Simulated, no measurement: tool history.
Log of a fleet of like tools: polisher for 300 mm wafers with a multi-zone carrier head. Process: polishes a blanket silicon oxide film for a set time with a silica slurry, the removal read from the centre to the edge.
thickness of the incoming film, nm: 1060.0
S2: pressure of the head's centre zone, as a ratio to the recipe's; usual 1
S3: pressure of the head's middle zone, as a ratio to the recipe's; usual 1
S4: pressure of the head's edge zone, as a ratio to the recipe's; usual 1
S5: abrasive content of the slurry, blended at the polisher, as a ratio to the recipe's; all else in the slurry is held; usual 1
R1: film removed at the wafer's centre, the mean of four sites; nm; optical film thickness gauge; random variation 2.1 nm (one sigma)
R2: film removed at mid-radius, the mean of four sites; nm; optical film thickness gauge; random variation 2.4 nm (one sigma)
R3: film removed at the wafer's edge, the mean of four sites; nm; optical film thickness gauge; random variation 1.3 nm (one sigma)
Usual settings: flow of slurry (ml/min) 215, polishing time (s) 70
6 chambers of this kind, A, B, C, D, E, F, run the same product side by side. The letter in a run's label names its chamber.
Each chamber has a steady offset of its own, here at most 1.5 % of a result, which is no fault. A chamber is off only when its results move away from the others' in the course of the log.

{"hour": 1.8, "done": "chamber D: worn pad replaced by a new one"}
{"run": "1E", "hour": 5.7, "flow of slurry (ml/min)": 215, "S2": 1, "S3": 1, "S4": 1, "S5": 1, "polishing time (s)": 70, "R1": 181.87, "R2": 182.25, "R3": 178.69}
{"run": "2A", "hour": 9.7, "flow of slurry (ml/min)": 215, "S2": 1, "S3": 1, "S4": 1, "S5": 1, "polishing time (s)": 70, "R1": 179.01, "R2": 180.09, "R3": 180.65}
{"hour": 9.8, "done": "chamber F: worn pad replaced by a new one"}
{"run": "3C", "hour": 14.9, "flow of slurry (ml/min)": 215, "S2": 1, "S3": 1, "S4": 1, "S5": 1, "polishing time (s)": 70, "R1": 179.91, "R2": 181.74, "R3": 178.8}
{"run": "4D", "hour": 18.7, "flow of slurry (ml/min)": 215, "S2": 1, "S3": 1, "S4": 1, "S5": 1, "polishing time (s)": 70, "R1": 182.91, "R2": 176.98, "R3": 180.57}
{"hour": 20.9, "done": "chamber D: centre zone pressure recalibrated"}
{"run": "5F", "hour": 24.4, "flow of slurry (ml/min)": 215, "S2": 1, "S3": 1, "S4": 1, "S5": 1, "polishing time (s)": 70, "R1": 182.83, "R2": 183.46, "R3": 180.2}
{"run": "6B", "hour": 28.1, "flow of slurry (ml/min)": 215, "S2": 1, "S3": 1, "S4": 1, "S5": 1, "polishing time (s)": 70, "R1": 188.68, "R2": 178.81, "R3": 181.33}
{"run": "7F", "hour": 31.7, "flow of slurry (ml/min)": 215, "S2": 1, "S3": 1, "S4": 1, "S5": 1, "polishing time (s)": 70, "R1": 183.39, "R2": 180.87, "R3": 182.35}
{"run": "8C", "hour": 35.0, "flow of slurry (ml/min)": 215, "S2": 1, "S3": 1.07, "S4": 1, "S5": 1, "polishing time (s)": 70, "R1": 178.09, "R2": 188.87, "R3": 179.24}
{"run": "9E", "hour": 40.3, "flow of slurry (ml/min)": 215, "S2": 1, "S3": 1.07, "S4": 1, "S5": 1, "polishing time (s)": 70, "R1": 181.42, "R2": 188.52, "R3": 180.04}
{"hour": 42.6, "done": "chamber B: worn pad replaced by a new one"}
{"hour": 44.1, "done": "chamber A: worn pad replaced by a new one"}
{"run": "10A", "hour": 45.0, "flow of slurry (ml/min)": 215, "S2": 1, "S3": 1.07, "S4": 1, "S5": 1, "polishing time (s)": 70, "R1": 180.44, "R2": 192.39, "R3": 179.05}
{"hour": 50.7, "done": "chamber C: worn pad replaced by a new one"}
{"run": "11B", "hour": 51.6, "flow of slurry (ml/min)": 215, "S2": 1, "S3": 1.07, "S4": 1, "S5": 1, "polishing time (s)": 70, "R1": 181.84, "R2": 194.79, "R3": 180.15}
{"run": "12D", "hour": 56.7, "flow of slurry (ml/min)": 215, "S2": 1, "S3": 1.07, "S4": 1, "S5": 1, "polishing time (s)": 70, "R1": 180.7, "R2": 192.19, "R3": 182.26}
{"hour": 58.5, "done": "chamber D: worn pad replaced by a new one"}
{"run": "13A", "hour": 60.2, "flow of slurry (ml/min)": 215, "S2": 1, "S3": 1.07, "S4": 1, "S5": 1, "polishing time (s)": 70, "R1": 178.13, "R2": 191.91, "R3": 179.36}
{"run": "14F", "hour": 63.4, "flow of slurry (ml/min)": 215, "S2": 1, "S3": 1, "S4": 1, "S5": 1, "polishing time (s)": 70, "R1": 183.82, "R2": 179.05, "R3": 182.54}
{"run": "15C", "hour": 66.8, "flow of slurry (ml/min)": 215, "S2": 1.05, "S3": 1, "S4": 1, "S5": 1, "polishing time (s)": 51, "R1": 139.38, "R2": 130.78, "R3": 128.43}
{"run": "16E", "hour": 73.1, "flow of slurry (ml/min)": 215, "S2": 1.05, "S3": 1, "S4": 1, "S5": 1, "polishing time (s)": 51, "R1": 139.45, "R2": 128.39, "R3": 131.98}
{"hour": 75.9, "done": "chamber F: worn pad replaced by a new one"}
{"run": "17D", "hour": 78.0, "flow of slurry (ml/min)": 215, "S2": 1.05, "S3": 1, "S4": 1, "S5": 1, "polishing time (s)": 51, "R1": 139.24, "R2": 129.21, "R3": 132.61}
{"run": "18B", "hour": 83.1, "flow of slurry (ml/min)": 215, "S2": 1.05, "S3": 1, "S4": 1, "S5": 1, "polishing time (s)": 51, "R1": 139.66, "R2": 132.66, "R3": 130.08}
{"run": "19E", "hour": 86.4, "flow of slurry (ml/min)": 215, "S2": 1.05, "S3": 1, "S4": 1, "S5": 1, "polishing time (s)": 51, "R1": 139.1, "R2": 129.58, "R3": 132.22}
{"run": "20C", "hour": 90.9, "flow of slurry (ml/min)": 215, "S2": 1.05, "S3": 1, "S4": 1, "S5": 1, "polishing time (s)": 51, "R1": 136.64, "R2": 133.33, "R3": 130.11}
{"hour": 94.0, "done": "chamber E: worn pad replaced by a new one"}
{"run": "21B", "hour": 96.0, "flow of slurry (ml/min)": 215, "S2": 1, "S3": 1, "S4": 1, "S5": 1, "polishing time (s)": 70, "R1": 179.11, "R2": 176.51, "R3": 182.94}
{"hour": 100.9, "done": "chamber B: worn pad replaced by a new one"}
{"run": "22D", "hour": 100.9, "flow of slurry (ml/min)": 215, "S2": 1, "S3": 1, "S4": 1, "S5": 1, "polishing time (s)": 70, "R1": 181.08, "R2": 180.38, "R3": 181.55}
{"hour": 103.4, "done": "chamber A: edge zone pressure recalibrated"}
{"run": "23A", "hour": 103.9, "flow of slurry (ml/min)": 215, "S2": 0.89, "S3": 1, "S4": 1, "S5": 1, "polishing time (s)": 70, "R1": 159.68, "R2": 177.31, "R3": 180.66}
{"run": "24F", "hour": 109.4, "flow of slurry (ml/min)": 215, "S2": 0.89, "S3": 1, "S4": 1, "S5": 1, "polishing time (s)": 70, "R1": 169.41, "R2": 178.35, "R3": 181.07}
{"run": "25F", "hour": 112.8, "flow of slurry (ml/min)": 215, "S2": 0.89, "S3": 1, "S4": 1, "S5": 1, "polishing time (s)": 70, "R1": 167.34, "R2": 179.93, "R3": 180.61}
{"hour": 117.5, "done": "chamber B: centre zone pressure recalibrated"}
{"run": "26D", "hour": 117.6, "flow of slurry (ml/min)": 215, "S2": 0.89, "S3": 1, "S4": 1, "S5": 1, "polishing time (s)": 70, "R1": 157.82, "R2": 179.9, "R3": 183.43}
{"run": "27A", "hour": 124.3, "flow of slurry (ml/min)": 215, "S2": 0.89, "S3": 1, "S4": 1, "S5": 1, "polishing time (s)": 70, "R1": 157.32, "R2": 178.92, "R3": 181}
{"hour": 126.1, "done": "chamber D: worn pad replaced by a new one"}
{"run": "28E", "hour": 127.2, "flow of slurry (ml/min)": 215, "S2": 0.89, "S3": 1, "S4": 1, "S5": 1, "polishing time (s)": 70, "R1": 158.53, "R2": 178.92, "R3": 180.47}
{"run": "29B", "hour": 133.0, "flow of slurry (ml/min)": 215, "S2": 1, "S3": 1, "S4": 1, "S5": 1, "polishing time (s)": 70, "R1": 177.81, "R2": 178.43, "R3": 180.95}
{"hour": 136.5, "done": "chamber F: worn pad replaced by a new one"}
{"hour": 137.4, "done": "chamber A: worn pad replaced by a new one"}
{"run": "30C", "hour": 139.6, "flow of slurry (ml/min)": 215, "S2": 1, "S3": 1, "S4": 1, "S5": 1, "polishing time (s)": 70, "R1": 177.91, "R2": 178.97, "R3": 181.19}
{"hour": 142.1, "done": "chamber C: worn pad replaced by a new one"}
{"run": "31B", "hour": 145.3, "flow of slurry (ml/min)": 215, "S2": 1, "S3": 1, "S4": 1, "S5": 1, "polishing time (s)": 70, "R1": 181.88, "R2": 181.82, "R3": 180.31}
{"run": "32A", "hour": 151.9, "flow of slurry (ml/min)": 215, "S2": 1, "S3": 1, "S4": 1, "S5": 1, "polishing time (s)": 70, "R1": 179.12, "R2": 178.11, "R3": 179.56}
{"run": "33F", "hour": 157.2, "flow of slurry (ml/min)": 215, "S2": 1, "S3": 1, "S4": 1, "S5": 1, "polishing time (s)": 70, "R1": 202.28, "R2": 179.66, "R3": 179.5}
{"run": "34E", "hour": 160.6, "flow of slurry (ml/min)": 215, "S2": 1, "S3": 1, "S4": 1, "S5": 1, "polishing time (s)": 70, "R1": 181.17, "R2": 179.25, "R3": 180.58}
{"run": "35C", "hour": 165.7, "flow of slurry (ml/min)": 215, "S2": 1, "S3": 1, "S4": 1, "S5": 1, "polishing time (s)": 70, "R1": 179.25, "R2": 178.33, "R3": 179.19}
{"run": "36D", "hour": 168.9, "flow of slurry (ml/min)": 215, "S2": 1, "S3": 1, "S4": 1.06, "S5": 1, "polishing time (s)": 88, "R1": 229.88, "R2": 229.67, "R3": 238.12}

What goes on in this fleet: one chamber off, a drifting gauge, or nothing beyond the chambers' own small offsets? Name the chamber and the cause, if any.

Chamber F drifts away from the others.
Cause: centre zone's pressure above its setpoint, % = 11.5.

Here are 4 candidates for chamber F's next run, each the usual settings with a change, their results left as question marks. Which one brings its results back in line with what the others give on the usual settings?
In line means no further than this from the other chambers' mean on the usual settings: R1 7.4 nm; R2 8.5 nm; R3 4.5 nm
{"run": "37F-1", "hour": 173.7, "flow of slurry (ml/min)": 210, "S2": 0.91, "S3": 1.02, "S4": 1.03, "S5": 1, "polishing time (s)": 69, "R1": "?", "R2": "?", "R3": "?"}
{"run": "37F-2", "hour": 173.7, "flow of slurry (ml/min)": 220, "S2": 1.09, "S3": 0.98, "S4": 0.97, "S5": 1, "polishing time (s)": 71, "R1": "?", "R2": "?", "R3": "?"}
{"run": "37F-3", "hour": 173.7, "flow of slurry (ml/min)": 215, "S2": 1.03, "S3": 0.99, "S4": 0.99, "S5": 1, "polishing time (s)": 70, "R1": "?", "R2": "?", "R3": "?"}
{"run": "37F-4", "hour": 173.7, "flow of slurry (ml/min)": 215, "S2": 0.97, "S3": 1.01, "S4": 1.01, "S5": 1, "polishing time (s)": 70, "R1": "?", "R2": "?", "R3": "?"}

The other chambers' mean on the usual settings: R1 180.85 nm; R2 179.8 nm; R3 180.23 nm
run=37F-1 R1=182.49 R2=179.46 R3=180.74
run=37F-2 R1=230.12 R2=179.04 R3=181.14
run=37F-3 R1=212.67 R2=177.66 R3=180.07
run=37F-4 R1=199.25 R2=180.96 R3=181.92
37F-1 brings the chamber back in line.
